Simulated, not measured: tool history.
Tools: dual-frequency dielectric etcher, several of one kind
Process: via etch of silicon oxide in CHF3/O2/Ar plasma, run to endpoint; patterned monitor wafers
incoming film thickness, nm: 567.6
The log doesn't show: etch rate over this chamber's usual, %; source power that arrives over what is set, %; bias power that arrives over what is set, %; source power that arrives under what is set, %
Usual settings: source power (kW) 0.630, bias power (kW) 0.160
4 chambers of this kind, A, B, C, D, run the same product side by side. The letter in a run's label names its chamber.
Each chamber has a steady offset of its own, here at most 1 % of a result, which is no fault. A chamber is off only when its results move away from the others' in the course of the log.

run	hour	source power (kW)	bias power (kW)	hours since the last wet clean	hours since the last source power generator calibration	hours since the last bias power generator calibration	endpoint time (s)
1C	9.3	0.630	0.160	220.6	2122.1	1951.7	290.65
2D	23.0	0.630	0.160	468.6	1127.9	1102.7	292.61
# hour 34.7: chamber D: wet clean of the chamber
3A	35.5	0.630	0.160	363.8	1246.2	3809.5	294.54
4B	47.8	0.630	0.160	361.4	3475.3	516.0	293.49
5A	54.1	0.630	0.160	382.4	1264.8	3828.1	294.12
6B	66.6	0.630	0.160	380.2	3494.1	534.8	292.44
7D	74.9	0.630	0.160	40.3	1179.8	1154.6	292.33
8C	81.7	0.630	0.160	293.0	2194.5	2024.1	289.34
9D	92.4	0.630	0.160	57.8	1197.3	1172.1	293.07
10A	104.2	0.630	0.160	432.5	1314.9	3878.2	293.56
11C	118.1	0.630	0.160	329.4	2230.9	2060.5	291.89
12B	124.1	0.630	0.160	437.7	3551.6	592.3	287.93
13B	133.8	0.630	0.160	447.4	3561.3	602.0	288.04
14D	142.3	0.630	0.160	107.7	1247.2	1222.0	291.20
15C	152.2	0.630	0.160	363.5	2265.0	2094.6	290.64
16A	163.1	0.630	0.160	491.4	1373.8	3937.1	292.58
17D	173.5	0.630	0.160	138.9	1278.4	1253.2	290.76
# hour 181.5: chamber A: wet clean of the chamber
18B	182.3	0.630	0.160	495.9	3609.8	650.5	287.87
19A	194.5	0.630	0.160	13.0	1405.2	3968.5	294.27
20C	201.4	0.630	0.160	412.7	2314.2	2143.8	290.50
21D	207.9	0.630	0.160	173.3	1312.8	1287.6	291.17
22C	221.4	0.630	0.160	432.7	2334.2	2163.8	290.74
23A	235.2	0.510	0.178	53.7	1445.9	4009.2	307.70
24B	247.9	0.510	0.178	561.5	3675.4	716.1	296.03
25C	256.0	0.510	0.178	467.3	2368.8	2198.4	303.23

What goes on in this fleet: one chamber off, a drifting gauge, or nothing beyond the chambers' own small offsets? Name the chamber and the cause, if any.

Chamber B drifts away from the others.
Cause: etch rate over this chamber's usual, % = 3.71.

Here are 4 candidates for chamber B's next run, each the usual settings with a change, their results left as question marks. Which one brings its results back in line with what the others give on the usual settings?
In line means no further than this from the other chambers' mean on the usual settings: endpoint time (s) 3.70
26B-1	266.0	0.600	0.154				?
26B-2	266.0	0.580	0.149				?
26B-3	266.0	0.630	0.175				?
26B-4	266.0	0.630	0.186				?

The other chambers' mean on the usual settings: endpoint time (s) 291.91
run	endpoint time (s)
26B-1	291.84
26B-2	298.89
26B-3	274.54
26B-4	268.95
26B-1 brings the chamber back in line.
